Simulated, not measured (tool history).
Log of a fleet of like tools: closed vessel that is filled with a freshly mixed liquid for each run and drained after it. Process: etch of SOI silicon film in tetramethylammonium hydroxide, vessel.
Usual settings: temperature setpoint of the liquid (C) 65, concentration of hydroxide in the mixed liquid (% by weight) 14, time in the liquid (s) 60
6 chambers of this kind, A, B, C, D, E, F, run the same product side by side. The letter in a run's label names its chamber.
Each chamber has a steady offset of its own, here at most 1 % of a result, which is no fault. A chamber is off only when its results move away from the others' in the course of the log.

run     day  temperature setpoint of the liquid (C)  concentration of hydroxide in the mixed liquid (% by weight)  time in the liquid (s)  read-back film thickness of the SOI silicon film reference wafer, read on the same gauge (nm)  thickness taken off the SOI silicon film on a monitor wafer (angstrom)
 1A    0.45                                      65                                                            14                      60                                                                                         99.975                                                                  2841.5
 2B   0.738                                      65                                                            14                      60                                                                                         100.02                                                                  2816.5
       0.85  -- chamber D: hydroxide flow meter replaced
 3E   1.192                                      65                                                            14                      60                                                                                         99.985                                                                  2805.3
 4C   1.625                                      65                                                            14                      60                                                                                         99.993                                                                  2812.9
 5D   2.046                                      65                                                            14                      60                                                                                            100                                                                  2797.9
 6F   2.312                                      65                                                            14                      60                                                                                         99.992                                                                  2827.9
 7D   2.762                                    57.5                                                            14                      60                                                                                         100.02                                                                  1771.3
 8C   3.242                                    57.5                                                            14                      60                                                                                          99.99                                                                  1763.2
 9E   3.525                                    57.5                                                            14                      60                                                                                         99.988                                                                  1784.4
10F   3.854                                    57.5                                                            14                      60                                                                                         99.999                                                                  1798.9
11B   4.167                                    57.5                                                            14                      60                                                                                         99.994                                                                  1756.6
12A   4.412                                    57.5                                                            14                      60                                                                                            100                                                                  1794.3
13C   4.667                                      65                                                            14                      60                                                                                            100                                                                    2805
14B   5.083                                      65                                                            14                      60                                                                                            100                                                                  2811.2
15F   5.392                                      65                                                            14                      60                                                                                            100                                                                    2833
16D   5.675                                      65                                                            14                      60                                                                                         99.981                                                                  2818.8
17E   6.004                                      65                                                            14                      60                                                                                            100                                                                  2812.4
18A   6.454                                      65                                                            14                      60                                                                                         100.01                                                                  2845.9
19F   6.721                                      65                                                            14                      60                                                                                          99.99                                                                  2813.2
20D   7.067                                      65                                                            11                      40                                                                                         100.02                                                                  2086.4
21A   7.483                                      65                                                            11                      40                                                                                         99.994                                                                  2135.2
22C   7.896                                      65                                                            11                      40                                                                                         100.01                                                                  2090.6
23B   8.192                                      65                                                            11                      40                                                                                         99.994                                                                  2071.4
24E   8.467                                      65                                                            11                      40                                                                                         99.986                                                                    2091
25B   8.929                                      65                                                            11                      40                                                                                         99.998                                                                  2095.7
26E   9.204                                      65                                                            14                      75                                                                                            100                                                                  3545.8
27C   9.558                                      65                                                            14                      75                                                                                         99.993                                                                  3539.8
28A    9.95                                      65                                                            14                      75                                                                                         99.987                                                                  3668.4
29F  10.429                                      65                                                            14                      75                                                                                         99.994                                                                  3556.6
30D  10.775                                      65                                                            14                      75                                                                                         99.987                                                                    3519
31A  11.008                                      65                                                            14                      75                                                                                         100.02                                                                  3664.3
32E  11.246                                      65                                                            14                      60                                                                                         99.984                                                                    2838
33C  11.729                                      65                                                            14                      60                                                                                            100                                                                  2776.9
34D  12.012                                      65                                                            14                      60                                                                                         99.972                                                                  2822.2
35F  12.362                                      65                                                            14                      60                                                                                         99.991                                                                  2830.9
36B  12.771                                      65                                                            14                      60                                                                                          99.99                                                                  2831.4
     13.129  -- chamber F: hydroxide flow meter replaced
37F  13.229                                      65                                                            14                      60                                                                                         100.01                                                                  2864.3
38D  13.592                                      65                                                            14                      90                                                                                         99.997                                                                  4212.1
39B  13.879                                      65                                                            14                      90                                                                                         99.989                                                                  4280.8

Is one chamber off against the others, does the gauge drift, or is nothing wrong? If a chamber is off, say which, and what the likeliest cause is.

Chamber A drifts away from the others.
Cause: liquid hotter than its thermometer reads (K) = 0.793.
The log may not tell that from: hydroxide flow below the setpoint (%).

Here are 4 candidates for chamber A's next run, each the usual settings with a change, their results left as question marks. Which one brings its results back in line with what the others give on the usual settings?
In line means no further than this from the other chambers' mean on the usual settings: thickness taken off the SOI silicon film on a monitor wafer (angstrom) 52
40A-1  14.225                                      66                                                            14                      60                                                                                                                                                                      ?
40A-2  14.225                                      64                                                            14                      60                                                                                                                                                                      ?
40A-3  14.225                                    65.5                                                            14                      60                                                                                                                                                                      ?
40A-4  14.225                                    64.5                                                            14                      60                                                                                                                                                                      ?

The other chambers' mean on the usual settings: thickness taken off the SOI silicon film on a monitor wafer (angstrom) 2823.6
  run  thickness taken off the SOI silicon film on a monitor wafer (angstrom)
40A-1                                                                    3171
40A-2                                                                  2809.8
40A-3                                                                  3075.6
40A-4                                                                    2896
40A-2 brings the chamber back in line.
